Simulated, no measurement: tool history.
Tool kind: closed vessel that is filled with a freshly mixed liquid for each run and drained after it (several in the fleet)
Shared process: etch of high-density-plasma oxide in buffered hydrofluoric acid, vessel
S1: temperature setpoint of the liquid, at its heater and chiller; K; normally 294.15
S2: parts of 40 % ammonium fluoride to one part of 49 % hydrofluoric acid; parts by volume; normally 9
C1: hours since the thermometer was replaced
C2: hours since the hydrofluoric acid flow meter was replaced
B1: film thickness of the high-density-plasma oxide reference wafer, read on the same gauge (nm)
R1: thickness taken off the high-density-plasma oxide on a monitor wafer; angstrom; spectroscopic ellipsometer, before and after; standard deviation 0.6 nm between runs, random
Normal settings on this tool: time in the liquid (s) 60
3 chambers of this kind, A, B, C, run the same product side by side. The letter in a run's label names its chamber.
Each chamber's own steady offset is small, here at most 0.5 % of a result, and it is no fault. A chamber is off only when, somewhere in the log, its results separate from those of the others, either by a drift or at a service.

run 1B day=0.346 | S1=294.15 S2=9 time_in_the_liquid_(s)=60 | C1=1108.5 C2=567.4 | B1=90.011 | R1=676.76
run 2A day=0.679 | S1=294.15 S2=9 time_in_the_liquid_(s)=60 | C1=282.4 C2=346.1 | B1=90.047 | R1=675.32
run 3C day=1.021 | S1=294.15 S2=9 time_in_the_liquid_(s)=60 | C1=1536.7 C2=964.1 | B1=90.002 | R1=676.7
run 4B day=1.379 | S1=294.15 S2=9 time_in_the_liquid_(s)=60 | C1=1133.3 C2=592.2 | B1=89.994 | R1=675.86
run 5A day=1.962 | S1=290.65 S2=9 time_in_the_liquid_(s)=60 | C1=313.2 C2=376.9 | B1=90.005 | R1=560.08
run 6C day=2.538 | S1=290.65 S2=9 time_in_the_liquid_(s)=60 | C1=1573.1 C2=1000.5 | B1=89.995 | R1=552.67
run 7C day=3.171 | S1=290.65 S2=9 time_in_the_liquid_(s)=60 | C1=1588.3 C2=1015.7 | B1=89.993 | R1=542.9
run 8B day=3.804 | S1=298.15 S2=9 time_in_the_liquid_(s)=60 | C1=1191.5 C2=650.4 | B1=90.023 | R1=825.78
run 9A day=4.25 | S1=298.15 S2=9 time_in_the_liquid_(s)=60 | C1=368.1 C2=431.8 | B1=90.003 | R1=841.37
run 10C day=4.679 | S1=298.15 S2=9 time_in_the_liquid_(s)=60 | C1=1624.5 C2=1051.9 | B1=90.003 | R1=832.32
run 11A day=5.146 | S1=294.15 S2=9 time_in_the_liquid_(s)=60 | C1=389.6 C2=453.3 | B1=89.994 | R1=667.09
run 12B day=5.775 | S1=294.15 S2=9 time_in_the_liquid_(s)=60 | C1=1238.8 C2=697.7 | B1=90.013 | R1=674.26
-- day=6.183 chamber C: hydrofluoric acid flow meter replaced
run 13B day=6.425 | S1=294.15 S2=9 time_in_the_liquid_(s)=60 | C1=1254.4 C2=713.3 | B1=90.006 | R1=666.01
run 14A day=6.988 | S1=294.15 S2=9 time_in_the_liquid_(s)=60 | C1=433.8 C2=497.5 | B1=90.006 | R1=681.46
-- day=7.375 chamber A: thermometer replaced
run 15C day=7.583 | S1=294.15 S2=9 time_in_the_liquid_(s)=60 | C1=1694.2 C2=33.7 | B1=89.991 | R1=677.36
run 16C day=7.925 | S1=294.15 S2=9 time_in_the_liquid_(s)=60 | C1=1702.4 C2=41.9 | B1=89.974 | R1=670.41
run 17A day=8.458 | S1=294.15 S2=9 time_in_the_liquid_(s)=60 | C1=26 C2=532.8 | B1=89.986 | R1=691.37
run 18B day=8.817 | S1=294.15 S2=9 time_in_the_liquid_(s)=60 | C1=1311.8 C2=770.7 | B1=89.929 | R1=688.2
run 19A day=9.433 | S1=294.15 S2=9 time_in_the_liquid_(s)=80 | C1=49.4 C2=556.2 | B1=90.015 | R1=933.83
run 20C day=9.988 | S1=294.15 S2=9 time_in_the_liquid_(s)=80 | C1=1751.9 C2=91.4 | B1=90.016 | R1=892.8
run 21B day=10.371 | S1=294.15 S2=9 time_in_the_liquid_(s)=80 | C1=1349.1 C2=808 | B1=89.947 | R1=902.75
run 22A day=10.771 | S1=294.15 S2=9 time_in_the_liquid_(s)=60 | C1=81.5 C2=588.3 | B1=90.026 | R1=707.56
run 23B day=11.308 | S1=294.15 S2=9 time_in_the_liquid_(s)=60 | C1=1371.6 C2=830.5 | B1=90.008 | R1=682.99
run 24C day=11.85 | S1=294.15 S2=9 time_in_the_liquid_(s)=60 | C1=1796.6 C2=136.1 | B1=89.94 | R1=680.06
run 25B day=12.358 | S1=294.15 S2=9 time_in_the_liquid_(s)=60 | C1=1396.8 C2=855.7 | B1=90.017 | R1=673.54
run 26A day=12.758 | S1=294.15 S2=9 time_in_the_liquid_(s)=60 | C1=129.2 C2=636 | B1=89.992 | R1=712.65

Does one chamber stand apart from the rest, does the shared gauge drift, or is all well apart from small per-chamber offsets? Give the chamber and the most likely cause, where there is one.

Little by little, chamber A moves away from the other chambers.
Cause: hydrofluoric acid flow above the setpoint (%) = 6.29.

Here are 4 candidates for chamber A's next run, each the usual settings with a change, their results left as question marks. Which one brings its results back in line with what the others give on the usual settings?
A result is in line if it is within this distance of the other chambers' mean on the usual settings: R1 21 angstrom
run 27A-1 day=13.246 | S1=294.15 S2=9 time_in_the_liquid_(s)=65 | R1=?
run 27A-2 day=13.246 | S1=294.15 S2=9.5 time_in_the_liquid_(s)=60 | R1=?
run 27A-3 day=13.246 | S1=293.15 S2=10 time_in_the_liquid_(s)=60 | R1=?
run 27A-4 day=13.246 | S1=294.15 S2=9 time_in_the_liquid_(s)=70 | R1=?

Other chambers, usual settings, mean: R1 672.79 angstrom
run=27A-1 R1=783.1
run=27A-2 R1=682
run=27A-3 R1=622.26
run=27A-4 R1=843.33
It is 27A-2 that realigns the chamber with its peers.

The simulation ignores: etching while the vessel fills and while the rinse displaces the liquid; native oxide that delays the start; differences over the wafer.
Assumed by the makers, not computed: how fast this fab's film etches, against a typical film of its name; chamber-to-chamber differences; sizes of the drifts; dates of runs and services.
